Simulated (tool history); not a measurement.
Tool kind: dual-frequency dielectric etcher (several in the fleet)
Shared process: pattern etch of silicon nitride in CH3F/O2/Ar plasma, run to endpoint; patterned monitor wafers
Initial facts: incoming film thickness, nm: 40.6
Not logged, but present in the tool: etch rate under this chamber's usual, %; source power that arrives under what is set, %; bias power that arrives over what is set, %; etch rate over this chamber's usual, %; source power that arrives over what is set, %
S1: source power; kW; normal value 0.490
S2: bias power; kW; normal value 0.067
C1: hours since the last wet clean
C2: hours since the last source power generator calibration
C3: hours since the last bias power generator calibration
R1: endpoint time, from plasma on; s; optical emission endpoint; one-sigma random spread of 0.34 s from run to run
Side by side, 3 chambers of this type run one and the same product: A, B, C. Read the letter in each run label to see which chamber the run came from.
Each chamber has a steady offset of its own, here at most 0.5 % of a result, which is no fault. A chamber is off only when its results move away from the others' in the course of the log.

Run 1C, hour 5.4: usual settings; C1 367.7; C2 1179.5; C3 1439.7. Result: R1 55.696 s.
Run 2B, hour 12.9: usual settings; C1 391.3; C2 1340.1; C3 1121.6. Result: R1 55.867 s.
Run 3A, hour 16.2: usual settings; C1 218.2; C2 133.9; C3 3353.4. Result: R1 55.636 s.
Run 4A, hour 20.0: usual settings; C1 222.0; C2 137.7; C3 3357.2. Result: R1 55.260 s.
Run 5C, hour 25.8: usual settings; C1 388.1; C2 1199.9; C3 1460.1. Result: R1 55.746 s.
Run 6B, hour 29.9: usual settings; C1 408.3; C2 1357.1; C3 1138.6. Result: R1 55.145 s.
Run 7C, hour 33.4: usual settings; C1 395.7; C2 1207.5; C3 1467.7. Result: R1 55.797 s.
Run 8A, hour 36.8: usual settings; C1 238.8; C2 154.5; C3 3374.0. Result: R1 55.382 s.
Run 9B, hour 43.9: usual settings; C1 422.3; C2 1371.1; C3 1152.6. Result: R1 56.035 s.
Run 10C, hour 50.3: usual settings; C1 412.6; C2 1224.4; C3 1484.6. Result: R1 56.347 s.
Run 11B, hour 56.1: usual settings; C1 434.5; C2 1383.3; C3 1164.8. Result: R1 55.762 s.
Run 12A, hour 61.3: usual settings; C1 263.3; C2 179.0; C3 3398.5. Result: R1 55.266 s.
Run 13B, hour 68.5: usual settings; C1 446.9; C2 1395.7; C3 1177.2. Result: R1 56.054 s.
Run 14C, hour 71.9: usual settings; C1 434.2; C2 1246.0; C3 1506.2. Result: R1 55.528 s.
Run 15A, hour 75.3: usual settings; C1 277.3; C2 193.0; C3 3412.5. Result: R1 56.362 s.
Run 16B, hour 78.8: usual settings; C1 457.2; C2 1406.0; C3 1187.5. Result: R1 56.038 s.
Run 17C, hour 85.7: usual settings; C1 448.0; C2 1259.8; C3 1520.0. Result: R1 55.165 s.
Run 18A, hour 90.5: usual settings but S1 0.590 kW; C1 292.5; C2 208.2; C3 3427.7. Result: R1 52.857 s.
Run 19A, hour 95.0: usual settings but S1 0.590 kW; C1 297.0; C2 212.7; C3 3432.2. Result: R1 52.631 s.
Run 20C, hour 100.4: usual settings but S1 0.590 kW; C1 462.7; C2 1274.5; C3 1534.7. Result: R1 51.655 s.
Run 21B, hour 106.0: usual settings; C1 484.4; C2 1433.2; C3 1214.7. Result: R1 55.421 s.
Run 22B, hour 112.0: usual settings; C1 490.4; C2 1439.2; C3 1220.7. Result: R1 56.607 s.
Run 23C, hour 118.7: usual settings but S2 0.053 kW; C1 481.0; C2 1292.8; C3 1553.0. Result: R1 60.713 s.
Run 24A, hour 125.8: usual settings but S2 0.053 kW; C1 327.8; C2 243.5; C3 3463.0. Result: R1 61.614 s.
Run 25B, hour 131.7: usual settings but S2 0.053 kW; C1 510.1; C2 1458.9; C3 1240.4. Result: R1 60.065 s.
Run 26A, hour 136.1: usual settings; C1 338.1; C2 253.8; C3 3473.3. Result: R1 57.242 s.
Run 27C, hour 141.8: usual settings; C1 504.1; C2 1315.9; C3 1576.1. Result: R1 56.137 s.
Run 28C, hour 145.2: usual settings; C1 507.5; C2 1319.3; C3 1579.5. Result: R1 55.841 s.

All 3 chambers run these settings next. Forecast each chamber's results:
Run 29A, hour 150.6: usual settings. Result: R1 ?.
Run 29B, hour 150.6: usual settings. Result: R1 ?.
Run 29C, hour 150.6: usual settings. Result: R1 ?.

run      R1
29A  57.207
29B  55.491
29C  56.079
